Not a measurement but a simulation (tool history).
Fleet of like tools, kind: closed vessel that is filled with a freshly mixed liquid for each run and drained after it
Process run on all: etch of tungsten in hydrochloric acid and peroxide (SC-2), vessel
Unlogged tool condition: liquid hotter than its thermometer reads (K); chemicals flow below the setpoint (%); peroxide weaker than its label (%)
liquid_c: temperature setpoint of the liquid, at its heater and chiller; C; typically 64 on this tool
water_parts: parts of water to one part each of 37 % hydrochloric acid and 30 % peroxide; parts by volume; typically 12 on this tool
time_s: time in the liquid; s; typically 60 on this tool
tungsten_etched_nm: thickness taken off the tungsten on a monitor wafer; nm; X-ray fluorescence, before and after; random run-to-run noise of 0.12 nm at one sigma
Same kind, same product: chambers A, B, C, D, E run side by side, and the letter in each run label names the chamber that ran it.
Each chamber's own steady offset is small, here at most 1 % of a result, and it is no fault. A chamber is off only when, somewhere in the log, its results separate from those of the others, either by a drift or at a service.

run   hour  liquid_c  water_parts  time_s  hours since the thermometer was replaced  hours since the chemicals flow meter was replaced  hours since the drum of peroxide was connected  read-back film thickness of the tungsten reference wafer, read on the same gauge (nm)  tungsten_etched_nm
 1C    9.8        64           12      60                                    1651.4                                              241.7                                           622.4                                                                                 109.99              14.634
 2E   24.4        64           12      60                                     514.4                                              918.7                                           346.1                                                                                 109.98              14.463
      26.2  -- chamber C: thermometer replaced
 3D     39        64           12      60                                     818.2                                              704.9                                            88.6                                                                                 110.01              14.728
      50.2  -- chamber B: thermometer replaced
 4A   53.8        64           12      60                                    1423.7                                                436                                           693.6                                                                                 109.99               14.51
 5B   67.6        64           12      60                                      17.5                                              133.7                                           247.4                                                                                    110              14.579
      74.5  -- chamber A: new drum of peroxide connected
 6A   75.7      60.5           12      35                                    1445.6                                              457.9                                             1.3                                                                                 109.98              6.8717
 7B   83.7      60.5           12      35                                      33.6                                              149.8                                           263.5                                                                                 110.01              6.6957
 8E   93.7      60.5           12      35                                     583.7                                                988                                           415.4                                                                                    110              6.7393
 9D    103      60.5           12      35                                     882.2                                              768.9                                           152.6                                                                                 110.02              6.8072
10C  114.3      60.5           12      35                                      88.1                                              346.2                                           726.9                                                                                    110              6.8545
11E  120.8        64           12      60                                     610.8                                             1015.1                                           442.5                                                                                    110              14.174
12D  130.1        64           12      60                                     909.3                                                796                                           179.7                                                                                    110              14.776
13A  137.8        64           12      60                                    1507.7                                                520                                            63.4                                                                                    110              14.733
     141.9  -- chamber E: new drum of peroxide connected
       149  -- chamber C: new drum of peroxide connected
14C  151.9        64           12      60                                     125.7                                              383.8                                             2.9                                                                                    110              14.561
15B  162.2        64           12      60                                     112.1                                              228.3                                             342                                                                                 109.99              14.448
16B  173.4        64           12      60                                     123.3                                              239.5                                           353.2                                                                                    110               14.63
17A  182.5        64           12      60                                    1552.4                                              564.7                                           108.1                                                                                    110              14.618
18C  192.3        64           12      60                                     166.1                                              424.2                                            43.3                                                                                 109.98              14.321
19E    206        64           12      60                                       696                                             1100.3                                            64.1                                                                                 110.01              14.423
     216.8  -- chamber A: chemicals flow meter replaced
20D  216.9        64           12      60                                     996.1                                              882.8                                           266.5                                                                                 109.99              14.609
21D  224.4        64           12      60                                    1003.6                                              890.3                                             274                                                                                 110.01               14.48
22C  232.1        64           12      60                                     205.9                                                464                                            83.1                                                                                 109.99              14.494
23E  242.1        64           12      60                                     732.1                                             1136.4                                           100.2                                                                                 109.99              14.219
24B  249.1        64           12      60                                       199                                              315.2                                           428.9                                                                                 109.98              14.392
25A  260.3        64           12      60                                    1630.2                                               43.6                                           185.9                                                                                 110.01              14.647
26D  267.3        64           12      60                                    1046.5                                              933.2                                           316.9                                                                                    110              14.664
27B    282        64           12      60                                     231.9                                              348.1                                           461.8                                                                                    110              14.632
28A    290        64           12      60                                    1659.9                                               73.3                                           215.6                                                                                 110.01              14.584
29E  298.2        64           12      30                                     788.2                                             1192.5                                           156.3                                                                                 110.01              7.2482
30C  305.6        64           12      30                                     279.4                                              537.5                                           156.6                                                                                 110.01              7.3946
31E  317.6        64           12      30                                     807.6                                             1211.9                                           175.7                                                                                    110              7.2319
32D  325.5        64           12      30                                    1104.7                                              991.4                                           375.1                                                                                    110              7.3244
33C  336.7        64           12      30                                     310.5                                              568.6                                           187.7                                                                                    110              7.2635
34B  349.6        64           12      60                                     299.5                                              415.7                                           529.4                                                                                    110              14.473
35A  360.2      67.5           12      60                                    1730.1                                              143.5                                           285.8                                                                                 109.98              17.933
36A  366.7      67.5           12      60                                    1736.6                                                150                                           292.3                                                                                 110.03              18.167
     371.6  -- chamber D: new drum of peroxide connected
     377.7  -- chamber D: thermometer replaced
37B  378.3      67.5           12      60                                     328.2                                              444.4                                           558.1                                                                                 110.02              17.974
       387  -- chamber C: chemicals flow meter replaced
38C  387.3      67.5           12      60                                     361.1                                                0.4                                           238.3                                                                                 109.98              17.925
39D  394.1      67.5           12      60                                      16.4                                               1060                                            22.6                                                                                    110                17.9
40E  402.1        64           12      60                                     892.1                                             1296.4                                           260.2                                                                                 110.02              14.256

Is one chamber off against the others, does the gauge drift, or is nothing wrong? If a chamber is off, say which, and what the likeliest cause is.

Neither any chamber nor the gauge drifts; the chambers differ only by their own small, steady offsets.
